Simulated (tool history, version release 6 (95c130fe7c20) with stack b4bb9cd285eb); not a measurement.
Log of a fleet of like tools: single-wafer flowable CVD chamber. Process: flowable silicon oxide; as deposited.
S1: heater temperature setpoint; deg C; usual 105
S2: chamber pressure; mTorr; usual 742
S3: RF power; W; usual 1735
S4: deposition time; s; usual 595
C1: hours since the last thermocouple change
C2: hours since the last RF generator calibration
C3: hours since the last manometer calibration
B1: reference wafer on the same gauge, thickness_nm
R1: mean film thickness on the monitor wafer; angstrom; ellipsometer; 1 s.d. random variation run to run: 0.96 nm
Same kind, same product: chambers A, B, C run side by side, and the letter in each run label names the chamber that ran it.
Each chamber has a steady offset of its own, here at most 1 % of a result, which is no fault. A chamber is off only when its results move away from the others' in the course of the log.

| run | hour | S1 | S2 | S3 | S4 | C1 | C2 | C3 | B1 | R1 |
|---|---|---|---|---|---|---|---|---|---|---|
| 1B | 5.7 | 105 | 742 | 1735 | 595 | 114.2 | 64.7 | 708.1 | 220.94 | 2703.1 |
| 2C | 12.1 | 105 | 742 | 1735 | 595 | 1462.3 | 1325.4 | 1116.7 | 220.96 | 2666.3 |
| 3A | 17.1 | 105 | 742 | 1735 | 595 | 1182.7 | 83.4 | 2226.5 | 221.10 | 2663.1 |
| 4C | 20.4 | 105 | 742 | 1735 | 595 | 1470.6 | 1333.7 | 1125.0 | 220.85 | 2650.3 |
| 5A | 24.5 | 105 | 742 | 1735 | 595 | 1190.1 | 90.8 | 2233.9 | 221.08 | 2659.4 |
| 6B | 29.9 | 105 | 742 | 1735 | 595 | 138.4 | 88.9 | 732.3 | 221.05 | 2681.6 |
| 7B | 36.0 | 105 | 742 | 1735 | 595 | 144.5 | 95.0 | 738.4 | 220.83 | 2713.3 |
| 8A | 42.5 | 105 | 742 | 1735 | 595 | 1208.1 | 108.8 | 2251.9 | 220.85 | 2679.5 |
| 9C | 48.4 | 105 | 742 | 1735 | 595 | 1498.6 | 1361.7 | 1153.0 | 221.14 | 2652.3 |
| 10A | 53.4 | 114 | 742 | 1735 | 595 | 1219.0 | 119.7 | 2262.8 | 220.99 | 2004.8 |
| 11B | 59.5 | 114 | 742 | 1735 | 595 | 168.0 | 118.5 | 761.9 | 221.26 | 2022.6 |
| 12C | 62.9 | 114 | 742 | 1735 | 595 | 1513.1 | 1376.2 | 1167.5 | 221.14 | 1982.7 |
| 13B | 70.5 | 105 | 742 | 1845 | 595 | 179.0 | 129.5 | 772.9 | 220.95 | 2771.8 |
| 14C | 77.2 | 105 | 742 | 1845 | 595 | 1527.4 | 1390.5 | 1181.8 | 221.11 | 2695.8 |
| 15A | 81.8 | 105 | 742 | 1845 | 595 | 1247.4 | 148.1 | 2291.2 | 221.16 | 2734.9 |
| 16C | 88.8 | 105 | 742 | 1735 | 595 | 1539.0 | 1402.1 | 1193.4 | 220.94 | 2656.7 |
| 17B | 93.1 | 105 | 742 | 1735 | 595 | 201.6 | 152.1 | 795.5 | 221.14 | 2733.2 |
| 18A | 100.0 | 105 | 742 | 1735 | 595 | 1265.6 | 166.3 | 2309.4 | 220.84 | 2676.2 |
| 19C | 103.5 | 105 | 742 | 1735 | 595 | 1553.7 | 1416.8 | 1208.1 | 221.03 | 2653.3 |
| 20B | 110.9 | 105 | 742 | 1735 | 595 | 219.4 | 169.9 | 813.3 | 221.25 | 2752.4 |
| 21A | 117.9 | 105 | 742 | 1735 | 595 | 1283.5 | 184.2 | 2327.3 | 221.04 | 2682.4 |
| 22C | 124.4 | 105 | 742 | 1735 | 595 | 1574.6 | 1437.7 | 1229.0 | 220.98 | 2652.4 |
| 23A | 127.9 | 105 | 742 | 1735 | 595 | 1293.5 | 194.2 | 2337.3 | 221.03 | 2668.4 |
| 24B | 132.7 | 105 | 742 | 1735 | 595 | 241.2 | 191.7 | 835.1 | 220.89 | 2753.0 |
| 25A | 137.8 | 105 | 742 | 1735 | 595 | 1303.4 | 204.1 | 2347.2 | 221.08 | 2666.0 |
| 26B | 141.8 | 105 | 742 | 1735 | 595 | 250.3 | 200.8 | 844.2 | 220.97 | 2762.9 |
| 27C | 148.2 | 105 | 742 | 1735 | 595 | 1598.4 | 1461.5 | 1252.8 | 221.04 | 2640.5 |

Does one chamber stand apart from the rest, does the shared gauge drift, or is all well apart from small per-chamber offsets? Give the chamber and the most likely cause, where there is one.

It is chamber B that slowly wanders off from its peers.
What lies behind it: true pressure above the setpoint (%) = 2.09.
The log may not tell that from: wafer temperature below the value expected at the setpoint (K).

Here are 4 candidates for chamber B's next run, each the usual settings with a change, their results left as question marks. Which one brings its results back in line with what the others give on the usual settings?
In line here means within this much of the mean the other chambers give on the usual settings: R1 34.0 angstrom
| 28B-1 | 153.6 | 105 | 742 | 1735 | 618 |  |  |  |  | ? |
| 28B-2 | 153.6 | 105 | 750 | 1740 | 595 |  |  |  |  | ? |
| 28B-3 | 153.6 | 105 | 734 | 1730 | 595 |  |  |  |  | ? |
| 28B-4 | 153.6 | 105 | 721 | 1730 | 595 |  |  |  |  | ? |

The other chambers' mean on the usual settings: R1 2665.9 angstrom
| run | R1 |
|---|---|
| 28B-1 | 2876.8 |
| 28B-2 | 2811.4 |
| 28B-3 | 2728.3 |
| 28B-4 | 2664.8 |
The answer is 28B-4, which returns the chamber to within the allowed miss of the others.
